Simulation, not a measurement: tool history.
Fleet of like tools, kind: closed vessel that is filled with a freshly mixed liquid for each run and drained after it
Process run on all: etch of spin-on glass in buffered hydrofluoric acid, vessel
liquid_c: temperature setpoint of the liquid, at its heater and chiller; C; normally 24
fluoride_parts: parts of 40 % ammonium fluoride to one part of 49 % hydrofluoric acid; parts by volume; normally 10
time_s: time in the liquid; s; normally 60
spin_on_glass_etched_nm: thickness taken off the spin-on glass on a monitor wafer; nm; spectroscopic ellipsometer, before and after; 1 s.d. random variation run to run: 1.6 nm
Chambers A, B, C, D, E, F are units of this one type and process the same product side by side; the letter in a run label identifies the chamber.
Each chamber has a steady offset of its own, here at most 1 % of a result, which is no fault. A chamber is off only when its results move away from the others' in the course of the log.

| run | hour | liquid_c | fluoride_parts | time_s | read-back film thickness of the spin-on glass reference wafer, read on the same gauge (nm) | spin_on_glass_etched_nm |
|---|---|---|---|---|---|---|
| 1E | 3.4 | 24 | 10 | 60 | 129.96 | 258.42 |
| 2C | 8.4 | 24 | 10 | 60 | 130.01 | 255.67 |
| 3F | 11.7 | 24 | 10 | 60 | 129.98 | 253.7 |
| 4B | 15.5 | 24 | 10 | 60 | 129.96 | 249.63 |
| 5D | 19.1 | 24 | 10 | 60 | 129.98 | 252.52 |
| 6A | 24.7 | 24 | 10 | 60 | 129.97 | 250.81 |
| 7B | 28.8 | 24 | 10 | 60 | 129.98 | 247.48 |
| 8C | 33.8 | 24 | 10 | 60 | 130.05 | 256.89 |
| 9E | 39.9 | 24 | 13.5 | 60 | 129.99 | 190.19 |
| 10F | 43.5 | 24 | 13.5 | 60 | 129.95 | 190.19 |
| 11A | 47 | 24 | 13.5 | 60 | 130 | 188.44 |
| 12D | 51.9 | 24 | 13.5 | 60 | 129.96 | 186.64 |
| 13B | 55.3 | 24 | 13.5 | 60 | 129.93 | 185.22 |
| 14E | 61.1 | 24 | 13.5 | 60 | 129.97 | 189.22 |
| 15D | 67.4 | 24 | 10 | 60 | 130.03 | 249.95 |
| 16F | 73.1 | 24 | 10 | 60 | 130 | 252.3 |
|  | 75.2 | chamber E: thermometer replaced |
| 17C | 76.7 | 24 | 10 | 60 | 130.01 | 254.46 |
| 18A | 81.8 | 24 | 10 | 60 | 129.95 | 249.66 |
| 19B | 86 | 24 | 10 | 60 | 129.99 | 249.52 |
| 20E | 89.2 | 24 | 10 | 60 | 130.02 | 254.84 |
| 21D | 92.5 | 24 | 10 | 60 | 129.98 | 251.07 |
| 22A | 97 | 24 | 10 | 60 | 129.99 | 254.02 |
| 23C | 100.7 | 24 | 10 | 60 | 129.99 | 254.88 |
| 24F | 106.5 | 24 | 10 | 60 | 130 | 250.4 |
| 25F | 112.6 | 24 | 10 | 60 | 130.02 | 253.78 |
| 26E | 116.8 | 24 | 10 | 60 | 130.01 | 254.54 |
| 27A | 121.9 | 24 | 10 | 60 | 129.97 | 253.03 |
| 28B | 128.2 | 24 | 10 | 60 | 129.97 | 252.25 |
| 29C | 132.5 | 24 | 10 | 60 | 129.99 | 250.94 |
| 30D | 135.7 | 24 | 10 | 60 | 129.98 | 252.39 |
| 31F | 142 | 24 | 10 | 60 | 130.04 | 251.97 |
| 32E | 146.8 | 24 | 10 | 60 | 130.01 | 251.86 |
| 33A | 152.3 | 24 | 10 | 60 | 130.03 | 251.05 |
|  | 155.2 | chamber C: thermometer replaced |
| 34D | 157.4 | 24 | 10 | 60 | 129.98 | 250.22 |
| 35B | 162.9 | 27 | 10 | 30 | 129.98 | 148.36 |
| 36C | 166.3 | 27 | 10 | 30 | 129.99 | 149.69 |
| 37F | 172 | 27 | 10 | 30 | 130.03 | 146.89 |
| 38D | 177.7 | 27 | 10 | 30 | 130.04 | 146.38 |
| 39C | 180.9 | 27 | 10 | 30 | 129.99 | 149.35 |
| 40A | 186.6 | 27 | 10 | 30 | 129.98 | 148.61 |
| 41B | 192.7 | 24 | 10 | 60 | 129.96 | 249.41 |
| 42E | 198.7 | 24 | 10 | 60 | 130.01 | 253 |
| 43C | 203.6 | 24 | 10 | 60 | 130 | 252.31 |

Is one chamber out of step, is the gauge drifting, or do the chambers differ by no more than their own small offsets? For an off chamber, give its letter and the likeliest cause.

The fleet is healthy, with each chamber sitting at its usual small offset and no drift in the gauge.

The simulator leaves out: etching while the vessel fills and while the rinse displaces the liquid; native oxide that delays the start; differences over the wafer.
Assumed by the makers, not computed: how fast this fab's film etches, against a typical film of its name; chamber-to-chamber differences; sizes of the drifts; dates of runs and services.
